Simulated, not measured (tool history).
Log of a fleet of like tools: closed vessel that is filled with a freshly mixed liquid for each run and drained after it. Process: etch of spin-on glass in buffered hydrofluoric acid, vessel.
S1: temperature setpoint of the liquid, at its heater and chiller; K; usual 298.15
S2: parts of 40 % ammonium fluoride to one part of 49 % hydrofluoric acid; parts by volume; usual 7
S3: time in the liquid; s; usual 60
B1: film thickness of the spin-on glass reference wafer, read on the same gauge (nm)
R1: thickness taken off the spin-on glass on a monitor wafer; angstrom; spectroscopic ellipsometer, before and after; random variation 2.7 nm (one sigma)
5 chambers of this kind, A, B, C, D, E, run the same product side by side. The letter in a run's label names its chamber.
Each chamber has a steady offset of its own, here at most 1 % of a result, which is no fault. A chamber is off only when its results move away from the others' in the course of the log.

run 1C hour=4.1 | S1=298.15 S2=7 S3=60 | B1=100.01 | R1=2905.3
run 2D hour=8.1 | S1=298.15 S2=7 S3=60 | B1=100.01 | R1=2833.3
run 3A hour=11.1 | S1=298.15 S2=7 S3=60 | B1=100 | R1=2911.3
run 4E hour=15.2 | S1=298.15 S2=7 S3=60 | B1=99.994 | R1=2862.1
run 5B hour=17.5 | S1=298.15 S2=7 S3=60 | B1=100 | R1=2813.3
run 6D hour=21 | S1=298.15 S2=7 S3=60 | B1=99.976 | R1=2844.5
run 7A hour=23.7 | S1=298.15 S2=7 S3=60 | B1=99.997 | R1=2871.2
run 8C hour=26.8 | S1=298.15 S2=7 S3=40 | B1=100.01 | R1=1886.9
run 9E hour=29.3 | S1=298.15 S2=7 S3=40 | B1=100.01 | R1=1872
run 10B hour=33.3 | S1=298.15 S2=7 S3=40 | B1=99.99 | R1=1865.3
run 11E hour=36.2 | S1=298.15 S2=7 S3=40 | B1=99.98 | R1=1884
run 12D hour=38.1 | S1=298.15 S2=7 S3=40 | B1=100.02 | R1=1883
run 13B hour=41.3 | S1=298.15 S2=7 S3=60 | B1=99.981 | R1=2823
run 14C hour=44.6 | S1=298.15 S2=7 S3=60 | B1=99.981 | R1=2838
run 15A hour=47.6 | S1=298.15 S2=7 S3=60 | B1=100 | R1=2737
run 16C hour=50.7 | S1=298.15 S2=7 S3=60 | B1=99.994 | R1=2799.6
run 17B hour=54.7 | S1=298.15 S2=7 S3=60 | B1=100 | R1=2848.5
run 18A hour=57.1 | S1=298.15 S2=7 S3=60 | B1=100.02 | R1=2752.7
run 19E hour=60.7 | S1=298.15 S2=7 S3=60 | B1=100 | R1=2865.8
run 20D hour=64.4 | S1=298.15 S2=7 S3=60 | B1=100.03 | R1=2806
run 21B hour=67.4 | S1=298.15 S2=9.5 S3=75 | B1=100.02 | R1=2625.2
run 22E hour=70.3 | S1=298.15 S2=9.5 S3=75 | B1=99.992 | R1=2637
run 23A hour=73 | S1=298.15 S2=9.5 S3=75 | B1=100.01 | R1=2553.8
run 24D hour=75.1 | S1=298.15 S2=9.5 S3=75 | B1=100.02 | R1=2585.8
run 25C hour=78.9 | S1=298.15 S2=9.5 S3=75 | B1=100 | R1=2653.6
run 26B hour=83.2 | S1=298.15 S2=7 S3=60 | B1=100.01 | R1=2829.2
run 27A hour=86.7 | S1=298.15 S2=9 S3=90 | B1=99.982 | R1=3142.4
run 28C hour=88.8 | S1=298.15 S2=9 S3=90 | B1=99.99 | R1=3286.5
run 29E hour=91.3 | S1=298.15 S2=9 S3=90 | B1=99.982 | R1=3295.8
run 30D hour=94.2 | S1=298.15 S2=9 S3=90 | B1=100.01 | R1=3188.3
run 31B hour=96.3 | S1=298.15 S2=9 S3=90 | B1=99.982 | R1=3278
run 32A hour=100.6 | S1=298.15 S2=7 S3=60 | B1=100.01 | R1=2678.9
run 33D hour=103.3 | S1=298.15 S2=7 S3=60 | B1=99.979 | R1=2831.9
run 34C hour=107.6 | S1=298.15 S2=7 S3=60 | B1=100 | R1=2853.5
run 35E hour=111.5 | S1=298.15 S2=7 S3=60 | B1=100.01 | R1=2866.8

Next, every chamber runs the same settings. What will each give?
run 36A hour=114.7 | S1=298.15 S2=7 S3=30 | R1=?
run 36B hour=114.7 | S1=298.15 S2=7 S3=30 | R1=?
run 36C hour=114.7 | S1=298.15 S2=7 S3=30 | R1=?
run 36D hour=114.7 | S1=298.15 S2=7 S3=30 | R1=?
run 36E hour=114.7 | S1=298.15 S2=7 S3=30 | R1=?

run=36A R1=1305.2
run=36B R1=1432.3
run=36C R1=1434.8
run=36D R1=1410.8
run=36E R1=1440.4
